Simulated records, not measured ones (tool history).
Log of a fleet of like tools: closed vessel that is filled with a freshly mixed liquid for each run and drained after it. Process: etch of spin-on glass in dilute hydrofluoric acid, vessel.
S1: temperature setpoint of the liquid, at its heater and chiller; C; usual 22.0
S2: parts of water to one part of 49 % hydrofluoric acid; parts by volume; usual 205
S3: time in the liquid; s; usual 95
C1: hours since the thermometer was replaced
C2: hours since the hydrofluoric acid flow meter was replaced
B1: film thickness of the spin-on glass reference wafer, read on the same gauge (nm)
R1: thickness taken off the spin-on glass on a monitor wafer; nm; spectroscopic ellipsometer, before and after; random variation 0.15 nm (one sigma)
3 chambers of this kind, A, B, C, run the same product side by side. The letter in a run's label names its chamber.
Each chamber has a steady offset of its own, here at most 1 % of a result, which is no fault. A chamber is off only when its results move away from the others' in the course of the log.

run	hour	S1	S2	S3	C1	C2	B1	R1
1A	7.1	22.0	205	95	591.7	657.1	59.997	18.817
2C	21.2	22.0	205	95	48.4	1082.6	60.008	18.345
3B	35.7	22.0	205	95	655.2	1814.8	59.991	18.562
4A	44.4	22.0	205	95	629.0	694.4	60.054	18.574
5C	57.8	17.5	205	125	85.0	1119.2	60.023	20.277
6B	67.5	17.5	205	125	687.0	1846.6	60.026	20.562
7A	74.8	17.5	205	125	659.4	724.8	59.992	20.637
# hour 84.6: chamber A: hydrofluoric acid flow meter replaced
# hour 85.5: chamber B: hydrofluoric acid flow meter replaced
8C	89.2	22.0	205	95	116.4	1150.6	60.005	18.505
9B	96.0	22.0	205	95	715.5	10.5	60.001	18.191
10B	106.8	22.0	205	95	726.3	21.3	59.984	18.604
11C	117.5	22.0	205	95	144.7	1178.9	60.014	18.689
12A	127.0	22.0	205	95	711.6	42.5	59.994	18.614
13C	136.4	22.0	250	95	163.6	1197.8	59.993	14.540
14B	144.1	22.0	250	95	763.6	58.6	59.984	14.545
15A	151.6	22.0	250	95	736.2	67.1	59.996	14.550
16C	160.5	22.0	205	95	187.7	1221.9	60.012	18.517
17A	173.5	22.0	205	95	758.1	89.0	59.968	18.611
18B	184.5	22.0	205	95	804.0	99.0	59.949	18.406
19A	192.1	22.0	205	95	776.7	107.6	60.009	18.582
20B	200.3	22.0	205	95	819.8	114.8	59.957	18.635
21C	209.1	25.0	170	95	236.3	1270.5	60.034	26.176
22B	221.7	25.0	170	95	841.2	136.2	59.969	25.982
23A	233.2	25.0	170	95	817.8	148.7	59.977	26.217
24C	240.3	22.0	205	95	267.5	1301.7	59.991	18.615
25B	249.4	22.0	205	95	868.9	163.9	59.995	18.537
26C	260.6	22.0	205	95	287.8	1322.0	59.973	18.208
27A	272.9	22.0	205	95	857.5	188.4	59.984	18.777
28C	281.2	22.0	205	95	308.4	1342.6	60.016	18.615
29A	294.0	22.0	205	95	878.6	209.5	59.979	18.594
30B	301.7	22.0	205	95	921.2	216.2	60.069	18.280
31B	316.1	22.0	205	95	935.6	230.6	60.010	18.350

Next, every chamber runs the same settings. What will each give?
32A	327.3	22.0	245	95				?
32B	327.3	22.0	245	95				?
32C	327.3	22.0	245	95				?

run	R1
32A	15.211
32B	14.692
32C	14.812
